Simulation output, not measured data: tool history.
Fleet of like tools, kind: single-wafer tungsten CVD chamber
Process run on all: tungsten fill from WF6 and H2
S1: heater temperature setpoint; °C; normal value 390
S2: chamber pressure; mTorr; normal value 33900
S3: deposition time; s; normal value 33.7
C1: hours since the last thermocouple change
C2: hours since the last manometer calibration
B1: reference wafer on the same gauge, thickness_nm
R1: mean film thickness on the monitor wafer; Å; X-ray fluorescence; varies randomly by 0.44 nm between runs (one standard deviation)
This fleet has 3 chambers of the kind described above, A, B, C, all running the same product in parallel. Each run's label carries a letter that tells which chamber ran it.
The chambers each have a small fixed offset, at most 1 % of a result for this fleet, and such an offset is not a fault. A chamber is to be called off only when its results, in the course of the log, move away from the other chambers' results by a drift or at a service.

run,day,S1,S2,S3,C1,C2,B1,R1
1A,0.208,390,33900,33.7,2113.8,1395,77.265,858.76
2C,0.438,390,33900,33.7,355.3,267.2,77.075,870.61
3B,0.621,390,33900,33.7,199.1,847.9,77.097,849.62
4A,0.888,390,33900,33.7,2130.1,1411.3,77.051,862.03
5B,1.042,390,33900,33.7,209.2,858,77.108,862.16
6C,1.208,390,33900,33.7,373.8,285.7,76.969,870.32
7C,1.462,390,33900,33.7,379.9,291.8,77.049,866.44
8B,1.717,390,33900,33.7,225.4,874.2,77.123,854.34
9A,1.846,390,33900,33.7,2153.1,1434.3,77.104,862.65
10A,1.983,390,33900,33.7,2156.4,1437.6,77.129,859.57
11C,2.267,390,33900,33.7,399.2,311.1,77.181,867.39
12B,2.417,390,33900,33.7,242.2,891,77.071,861.89
# day 2.458: chamber A: thermocouple changed; heater temperature recalibrated
13A,2.575,390,33900,33.7,2.9,1451.8,77.179,921.94
14B,2.817,390,33900,33.7,251.8,900.6,77.134,857.37
15C,3,390,33900,33.7,416.8,328.7,77.043,872.84
16C,3.167,378,33900,33.7,420.8,332.7,77.075,676.92
17A,3.321,378,33900,33.7,20.8,1469.7,77.145,722.03
18B,3.462,378,33900,33.7,267.3,916.1,77.118,669.44
19C,3.658,390,33900,36.2,432.6,344.5,77.03,921.32
20A,3.817,390,33900,36.2,32.7,1481.6,77.054,981.91

Decide between three cases: one chamber stands off from its peers, the gauge reading all wafers drifts, or nothing is wrong past each chamber's small offset. Where a chamber is off, say which and what most likely put it there.

The work done on chamber A during a service left it standing apart from the others.
Cause: wafer temperature above the value expected at the setpoint (K) = 3.09.

Chamber A could run next with any of the 4 candidate recipes listed below; each alters the usual settings, and their results appear as question marks. Which one brings its results back in line with what the other chambers deliver on the usual settings?
Counts as in line when no further than this from what the other chambers average on the usual settings: R1 15 Å
21A-1,4.021,390,27600,33.7,,,,?
21A-2,4.021,392,34300,34.3,,,,?
21A-3,4.021,393,34600,34.7,,,,?
21A-4,4.021,390,29700,33.7,,,,?

The other chambers' mean on the usual settings: R1 864.39 Å
run,R1
21A-1,833.8
21A-2,976.38
21A-3,1010.9
21A-4,863.17
21A-4 brings the chamber back in line.

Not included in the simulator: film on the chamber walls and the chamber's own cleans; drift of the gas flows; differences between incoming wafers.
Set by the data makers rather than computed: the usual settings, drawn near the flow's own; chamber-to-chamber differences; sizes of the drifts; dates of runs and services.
